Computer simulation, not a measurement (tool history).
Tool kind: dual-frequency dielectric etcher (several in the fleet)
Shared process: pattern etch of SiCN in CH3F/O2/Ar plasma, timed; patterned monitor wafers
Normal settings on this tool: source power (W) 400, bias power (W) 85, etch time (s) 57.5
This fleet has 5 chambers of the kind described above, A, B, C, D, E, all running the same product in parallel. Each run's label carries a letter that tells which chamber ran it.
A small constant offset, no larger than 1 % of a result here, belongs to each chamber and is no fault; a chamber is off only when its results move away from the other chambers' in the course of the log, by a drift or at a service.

run	hour	source power (W)	bias power (W)	etch time (s)	hours since the last wet clean	hours since the last source power generator calibration	hours since the last bias power generator calibration	read-back reference wafer on the same gauge, depth_nm	mean etch depth across the wafer (nm)
1D	6.8	400	85	57.5	393.3	680.5	1200	24.675	22.653
2E	11.5	400	85	57.5	237.5	985	235.8	24.69	22.722
3A	18.4	400	85	57.5	130.4	1473.8	1134.4	24.695	23.062
4B	23.5	400	85	57.5	205.2	719.4	1600.8	24.718	22.757
5C	27.9	400	85	57.5	379.9	385	3121.3	24.693	23.002
6C	34.2	400	85	57.5	386.2	391.3	3127.6	24.738	22.842
7A	39.6	400	85	57.5	151.6	1495	1155.6	24.72	23.099
# hour 44.2: chamber D: wet clean of the chamber
8B	47.4	400	85	57.5	229.1	743.3	1624.7	24.656	22.798
9D	55.9	400	85	57.5	11.8	729.6	1249.1	24.708	22.984
10E	62.7	400	85	57.5	288.7	1036.2	287	24.691	22.948
11C	71.5	400	85	57.5	423.5	428.6	3164.9	24.687	23.064
12A	80.4	400	99	57.5	192.4	1535.8	1196.4	24.697	24.483
13B	87.2	400	99	57.5	268.9	783.1	1664.5	24.737	23.803
14E	92.6	400	99	57.5	318.6	1066.1	316.9	24.697	24.055
# hour 96.6: chamber B: bias power generator calibrated
15D	97.6	400	99	57.5	53.5	771.3	1290.8	24.724	24.341
16B	105.1	400	99	57.5	286.8	801	8.6	24.726	23.934
17C	111.7	400	85	57.5	463.7	468.8	3205.1	24.715	22.813
18E	117.1	400	85	57.5	343.1	1090.6	341.4	24.705	22.849
19A	122.4	400	85	57.5	234.4	1577.8	1238.4	24.677	23.076
20D	128.1	400	102	73.5	84	801.8	1321.3	24.71	31.329
21C	134.2	400	102	73.5	486.2	491.3	3227.6	24.727	31.203
22E	143.3	400	102	73.5	369.3	1116.8	367.6	24.732	31.48
23B	148.7	400	102	73.5	330.4	844.6	52.2	24.68	30.21
# hour 150.9: chamber C: wet clean of the chamber
24A	153.5	400	102	73.5	265.5	1608.9	1269.5	24.718	31.381
25D	162.1	400	85	57.5	118	835.8	1355.3	24.676	22.727
26E	168.9	400	85	57.5	394.9	1142.4	393.2	24.659	22.774
27B	176.2	400	85	57.5	357.9	872.1	79.7	24.705	21.68
28D	184.2	400	85	57.5	140.1	857.9	1377.4	24.69	22.734
29C	193.9	400	72	63.5	43.1	551	3287.3	24.716	23.927
30A	201.9	400	72	63.5	313.9	1657.3	1317.9	24.709	23.998
31E	207.8	400	72	63.5	433.8	1181.3	432.1	24.68	23.442
32B	215.2	400	72	63.5	396.9	911.1	118.7	24.727	22.326
33A	223.4	400	72	63.5	335.4	1678.8	1339.4	24.703	23.893

Predict what each chamber gives when all 5 of them run the settings below next.
34A	230.3	500	85	57.5					?
34B	230.3	500	85	57.5					?
34C	230.3	500	85	57.5					?
34D	230.3	500	85	57.5					?
34E	230.3	500	85	57.5					?

run	mean etch depth across the wafer (nm)
34A	24.694
34B	23.408
34C	25.098
34D	24.711
34E	24.896

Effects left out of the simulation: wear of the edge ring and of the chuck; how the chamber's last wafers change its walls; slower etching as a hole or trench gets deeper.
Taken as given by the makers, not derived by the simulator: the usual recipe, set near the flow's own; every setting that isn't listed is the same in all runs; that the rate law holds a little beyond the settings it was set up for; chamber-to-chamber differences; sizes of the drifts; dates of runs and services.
